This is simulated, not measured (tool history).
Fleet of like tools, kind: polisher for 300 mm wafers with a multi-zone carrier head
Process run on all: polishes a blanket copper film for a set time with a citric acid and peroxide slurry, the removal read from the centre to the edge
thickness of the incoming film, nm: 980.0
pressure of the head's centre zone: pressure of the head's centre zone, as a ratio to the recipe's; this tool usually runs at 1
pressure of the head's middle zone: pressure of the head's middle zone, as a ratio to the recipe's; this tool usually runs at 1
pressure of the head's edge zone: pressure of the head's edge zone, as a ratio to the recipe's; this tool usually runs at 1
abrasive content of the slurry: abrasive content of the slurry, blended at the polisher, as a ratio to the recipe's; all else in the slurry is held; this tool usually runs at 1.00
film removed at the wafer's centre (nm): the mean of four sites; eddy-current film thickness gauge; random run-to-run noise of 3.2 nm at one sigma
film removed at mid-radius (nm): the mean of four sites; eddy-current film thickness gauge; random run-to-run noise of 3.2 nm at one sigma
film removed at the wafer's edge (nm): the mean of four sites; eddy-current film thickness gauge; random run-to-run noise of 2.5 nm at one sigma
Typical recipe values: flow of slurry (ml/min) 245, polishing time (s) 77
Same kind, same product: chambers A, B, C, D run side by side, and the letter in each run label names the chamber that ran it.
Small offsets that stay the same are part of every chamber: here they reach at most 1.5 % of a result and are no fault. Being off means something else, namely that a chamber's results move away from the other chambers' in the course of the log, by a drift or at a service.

run	hour	flow of slurry (ml/min)	pressure of the head's centre zone	pressure of the head's middle zone	pressure of the head's edge zone	abrasive content of the slurry	polishing time (s)	wafers polished on this pad	hours since the slurry nozzle was cleaned	hours since the centre zone pressure was calibrated	hours since the edge zone pressure was calibrated	film removed at the wafer's centre (nm)	film removed at mid-radius (nm)	film removed at the wafer's edge (nm)
1D	2.6	245	1	1	1	1.00	77	519	304.3	502.8	117.5	269.38	257.17	264.28
# hour 3.1: chamber D: centre zone pressure recalibrated
2C	5.3	245	1	1	1	1.00	77	212	233.7	545.7	685.3	262.55	273.37	273.97
3A	8.2	245	1	1	1	1.00	77	137	196.8	285.2	167.0	264.78	269.10	266.32
4B	10.1	245	1	1	1	1.00	77	1167	96.7	472.5	548.2	264.28	262.57	268.36
5B	13.3	245	1	1	1	1.00	77	1195	99.9	475.7	551.4	266.33	263.97	266.89
6C	15.8	245	1	1	1	1.00	77	302	244.2	556.2	695.8	265.08	273.06	267.84
7D	18.0	245	1	1	1	1.00	77	652	319.7	14.9	132.9	268.47	270.19	269.62
8A	20.2	245	1	1	1	1.00	77	240	208.8	297.2	179.0	265.95	269.02	265.91
9B	22.9	245	1	1	1	1.20	77	1278	109.5	485.3	561.0	283.27	276.14	280.42
10D	25.1	245	1	1	1	1.20	77	713	326.8	22.0	140.0	281.55	284.72	277.17
11A	27.3	245	1	1	1	1.20	77	302	215.9	304.3	186.1	279.27	282.56	276.26
# hour 30.8: chamber B: worn pad replaced by a new one
12C	31.5	245	1	1	1	1.20	77	437	259.9	571.9	711.5	281.82	274.84	276.91
13B	33.8	245	1	1	1	1.00	77	26	120.4	496.2	571.9	271.23	265.06	266.56
14C	36.4	245	1	1	1	1.00	77	480	264.8	576.8	716.4	261.99	261.48	262.89
15D	39.8	245	1	1	1	1.00	77	839	341.5	36.7	154.7	262.45	264.54	268.71
16A	42.2	245	1	1	1	1.00	77	430	230.8	319.2	201.0	265.64	269.96	266.72
17A	45.0	245	1	1	1	1.00	77	454	233.6	322.0	203.8	265.26	267.46	265.94
18C	48.0	190	1	1	1	0.80	77	580	276.4	588.4	728.0	240.27	240.60	241.46
19B	52.4	190	1	1	1	0.80	77	186	139.0	514.8	590.5	248.01	245.11	247.96
20D	54.5	190	1	1	1	0.80	77	966	356.2	51.4	169.4	245.71	246.23	246.66
21B	56.7	190	1	1	1	0.80	77	223	143.3	519.1	594.8	244.99	244.25	247.26
22C	60.4	245	1	1	1	1.00	77	686	288.8	600.8	740.4	248.73	256.41	255.85
# hour 60.9: chamber D: worn pad replaced by a new one
23D	62.9	245	1	1	1	1.00	77	17	364.6	59.8	177.8	267.66	261.75	272.63
24A	64.8	245	1	1	1	1.00	77	625	253.4	341.8	223.6	266.63	269.69	263.17
25C	68.8	305	1	1	1	1.00	77	759	297.2	609.2	748.8	258.09	256.61	260.17
# hour 69.9: chamber B: centre zone pressure recalibrated
26B	72.1	305	1	1	1	1.00	77	356	158.7	2.2	610.2	271.59	267.08	272.38
27D	74.4	305	1	1	1	1.00	77	116	376.1	71.3	189.3	275.53	266.85	273.57
28A	77.9	305	1	1	1	1.00	77	737	266.5	354.9	236.7	272.12	277.57	268.87
29C	81.3	245	1	1	1	1.00	77	866	309.7	621.7	761.3	246.91	249.89	243.75
30B	85.0	245	1	1	1	1.15	77	467	171.6	15.1	623.1	266.37	270.50	280.86
31A	87.1	245	1	1	1	1.15	77	817	275.7	364.1	245.9	274.39	272.99	276.58
32D	90.0	245	1	1	1	1.15	77	251	391.7	86.9	204.9	278.54	273.28	275.71
33D	92.4	245	1	1	1	1.15	77	271	394.1	89.3	207.3	276.11	274.28	277.53
34B	95.8	245	1	1	1	1.25	77	560	182.4	25.9	633.9	279.80	283.47	281.14
35C	100.1	245	1	1	1	1.25	77	1028	328.5	640.5	780.1	255.21	256.95	250.17
36A	103.2	245	1	1	1	1.25	77	955	291.8	380.2	262.0	277.38	281.49	278.47
37B	107.0	245	1	1	1	1.25	77	656	193.6	37.1	645.1	275.23	277.96	283.93

Read the log: is a single chamber off, either drifting away or since a service, is the gauge that measures every chamber drifting, or is nothing wrong beyond small per-chamber offsets? Name any odd chamber and what most likely caused it.

Little by little, chamber C moves away from the other chambers.
Likeliest cause: removal rate lost through wear of the pad, % = 12.3.

Which of the 4 candidates below, each the usual settings with something changed and its results left as question marks, puts chamber C back in line with what the other chambers give on the usual settings?
In line here means within this much of the mean the other chambers give on the usual settings: film removed at the wafer's centre (nm) 11.00; film removed at mid-radius (nm) 11.00; film removed at the wafer's edge (nm) 8.60
38C-1	110.1	250	1.01	0.99	1.02	1.05	97					?	?	?
38C-2	110.1	240	0.99	1.01	0.99	0.95	61					?	?	?
38C-3	110.1	245	1.00	0.99	1.01	1.00	86					?	?	?
38C-4	110.1	245	1.00	1.01	0.99	1.00	68					?	?	?

Usual-settings mean across the other chambers: film removed at the wafer's centre (nm) 266.19; film removed at mid-radius (nm) 267.66; film removed at the wafer's edge (nm) 267.65
run	film removed at the wafer's centre (nm)	film removed at mid-radius (nm)	film removed at the wafer's edge (nm)
38C-1	302.84	301.08	304.07
38C-2	181.37	187.81	183.50
38C-3	262.10	263.52	264.90
38C-4	207.27	212.21	207.22
38C-3 puts the chamber back in line with the other chambers.
